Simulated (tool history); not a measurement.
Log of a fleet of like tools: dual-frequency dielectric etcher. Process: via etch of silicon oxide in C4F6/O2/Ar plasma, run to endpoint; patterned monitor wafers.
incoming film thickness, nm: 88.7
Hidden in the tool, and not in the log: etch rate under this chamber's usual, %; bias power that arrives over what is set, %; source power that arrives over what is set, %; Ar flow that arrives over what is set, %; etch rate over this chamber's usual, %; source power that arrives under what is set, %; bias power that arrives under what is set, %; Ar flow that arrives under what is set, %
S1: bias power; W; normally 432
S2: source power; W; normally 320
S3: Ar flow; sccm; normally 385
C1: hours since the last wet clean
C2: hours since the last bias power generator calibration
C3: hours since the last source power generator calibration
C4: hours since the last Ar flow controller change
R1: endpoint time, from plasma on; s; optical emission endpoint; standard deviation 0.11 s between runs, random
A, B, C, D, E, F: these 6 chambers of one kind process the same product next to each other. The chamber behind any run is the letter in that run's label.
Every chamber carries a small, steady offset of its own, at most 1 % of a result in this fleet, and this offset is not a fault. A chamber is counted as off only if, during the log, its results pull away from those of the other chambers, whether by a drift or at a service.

| run | day | S1 | S2 | S3 | C1 | C2 | C3 | C4 | R1 |
|---|---|---|---|---|---|---|---|---|---|
| 1B | 0.279 | 432 | 320 | 385 | 278.2 | 4887.2 | 981.8 | 3744.5 | 22.807 |
| 2C | 0.496 | 432 | 320 | 385 | 229.6 | 384.5 | 339.9 | 2363.8 | 23.152 |
| 3F | 0.808 | 432 | 320 | 385 | 93.1 | 294.7 | 2802.4 | 3290.5 | 22.964 |
| 4E | 1.104 | 432 | 320 | 385 | 269.1 | 1231.5 | 1146.8 | 3036.6 | 23.042 |
| 5D | 1.425 | 432 | 320 | 385 | 491.4 | 2926.4 | 1153.7 | 3182.6 | 23.145 |
| 6A | 1.796 | 432 | 320 | 385 | 121 | 1416.4 | 3713.3 | 2929 | 23.018 |
| 7C | 2.204 | 432 | 320 | 385 | 270.6 | 425.5 | 380.9 | 2404.8 | 23.048 |
| 8A | 2.504 | 432 | 320 | 385 | 138 | 1433.4 | 3730.3 | 2946 | 23.102 |
| 9B | 2.788 | 432 | 320 | 385 | 338.4 | 4947.4 | 1042 | 3804.7 | 22.88 |
| 10E | 3.142 | 385 | 320 | 385 | 318 | 1280.4 | 1195.7 | 3085.5 | 23.917 |
| 11D | 3.496 | 385 | 320 | 385 | 541.1 | 2976.1 | 1203.4 | 3232.3 | 24.198 |
| 12F | 3.788 | 385 | 320 | 385 | 164.6 | 366.2 | 2873.9 | 3362 | 23.992 |
| 13B | 4.054 | 385 | 320 | 385 | 368.8 | 4977.8 | 1072.4 | 3835.1 | 24.265 |
| 14F | 4.275 | 385 | 320 | 385 | 176.3 | 377.9 | 2885.6 | 3373.7 | 24.038 |
| 15E | 4.467 | 385 | 320 | 385 | 349.8 | 1312.2 | 1227.5 | 3117.3 | 24.028 |
| 16D | 4.746 | 432 | 320 | 385 | 571.1 | 3006.1 | 1233.4 | 3262.3 | 23.08 |
| 17A | 4.967 | 432 | 320 | 385 | 197.1 | 1492.5 | 3789.4 | 3005.1 | 23.019 |
| 18C | 5.225 | 432 | 320 | 385 | 343.1 | 498 | 453.4 | 2477.3 | 23.206 |
| 19A | 5.404 | 432 | 320 | 385 | 207.6 | 1503 | 3799.9 | 3015.6 | 23.16 |
| 20B | 5.596 | 432 | 320 | 385 | 405.8 | 5014.8 | 1109.4 | 3872.1 | 23.368 |
| 21F | 5.825 | 432 | 320 | 385 | 213.5 | 415.1 | 2922.8 | 3410.9 | 22.899 |
| 22D | 6.179 | 432 | 320 | 385 | 605.5 | 3040.5 | 1267.8 | 3296.7 | 22.886 |
| 23C | 6.442 | 432 | 320 | 385 | 372.3 | 527.2 | 482.6 | 2506.5 | 23.185 |
|  | 6.758 | chamber D: wet clean of the chamber |
| 24E | 6.762 | 432 | 320 | 385 | 404.9 | 1367.3 | 1282.6 | 3172.4 | 22.917 |
| 25E | 7.008 | 432 | 320 | 385 | 410.8 | 1373.2 | 1288.5 | 3178.3 | 22.966 |
| 26B | 7.412 | 432 | 320 | 385 | 449.4 | 5058.4 | 1153 | 3915.7 | 23.517 |
| 27F | 7.621 | 393 | 390 | 385 | 256.6 | 458.2 | 2965.9 | 3454 | 21.96 |
| 28C | 7.858 | 393 | 390 | 385 | 406.3 | 561.2 | 516.6 | 2540.5 | 22.332 |
| 29D | 8.242 | 393 | 390 | 385 | 35.6 | 3090 | 1317.3 | 3346.2 | 22.29 |
| 30A | 8.583 | 393 | 390 | 385 | 283.9 | 1579.3 | 3876.2 | 3091.9 | 22.233 |
| 31A | 8.804 | 393 | 390 | 385 | 289.2 | 1584.6 | 3881.5 | 3097.2 | 22.485 |
| 32B | 9.1 | 393 | 390 | 385 | 489.9 | 5098.9 | 1193.5 | 3956.2 | 22.86 |
|  | 9.217 | chamber F: source power generator calibrated |
| 33E | 9.4 | 432 | 320 | 385 | 468.2 | 1430.6 | 1345.9 | 3235.7 | 22.796 |
| 34F | 9.658 | 432 | 320 | 385 | 305.5 | 507.1 | 10.6 | 3502.9 | 22.994 |
|  | 9.7 | chamber C: wet clean of the chamber |
|  | 9.717 | chamber D: Ar flow controller replaced |
| 35C | 9.929 | 432 | 320 | 385 | 5.5 | 610.9 | 566.3 | 2590.2 | 23.2 |
| 36D | 10.267 | 432 | 320 | 385 | 84.2 | 3138.6 | 1365.9 | 13.3 | 23.073 |
| 37A | 10.608 | 432 | 320 | 385 | 332.5 | 1627.9 | 3924.8 | 3140.5 | 22.994 |
| 38D | 10.867 | 432 | 320 | 385 | 98.6 | 3153 | 1380.3 | 27.7 | 23.193 |
| 39B | 11.067 | 432 | 320 | 385 | 537.1 | 5146.1 | 1240.7 | 4003.4 | 23.952 |

Read the log: is a single chamber off, either drifting away or since a service, is the gauge that measures every chamber drifting, or is nothing wrong beyond small per-chamber offsets? Name any odd chamber and what most likely caused it.

One chamber, B, drifts off from the rest bit by bit.
Most likely cause: etch rate under this chamber's usual, % = 4.98.

Here are 4 candidates for chamber B's next run, each the usual settings with a change, their results left as question marks. Which one brings its results back in line with what the others give on the usual settings?
Counts as in line when no further than this from what the other chambers average on the usual settings: R1 0.38 s
| 40B-1 | 11.362 | 472 | 350 | 385 |  |  |  |  | ? |
| 40B-2 | 11.362 | 432 | 350 | 374 |  |  |  |  | ? |
| 40B-3 | 11.362 | 392 | 320 | 395 |  |  |  |  | ? |
| 40B-4 | 11.362 | 432 | 270 | 385 |  |  |  |  | ? |

The mean the other chambers reach with the usual settings: R1 23.071 s
| run | R1 |
|---|---|
| 40B-1 | 22.431 |
| 40B-2 | 23.119 |
| 40B-3 | 24.924 |
| 40B-4 | 25.5 |
With 40B-2, the chamber falls back in line with the rest.
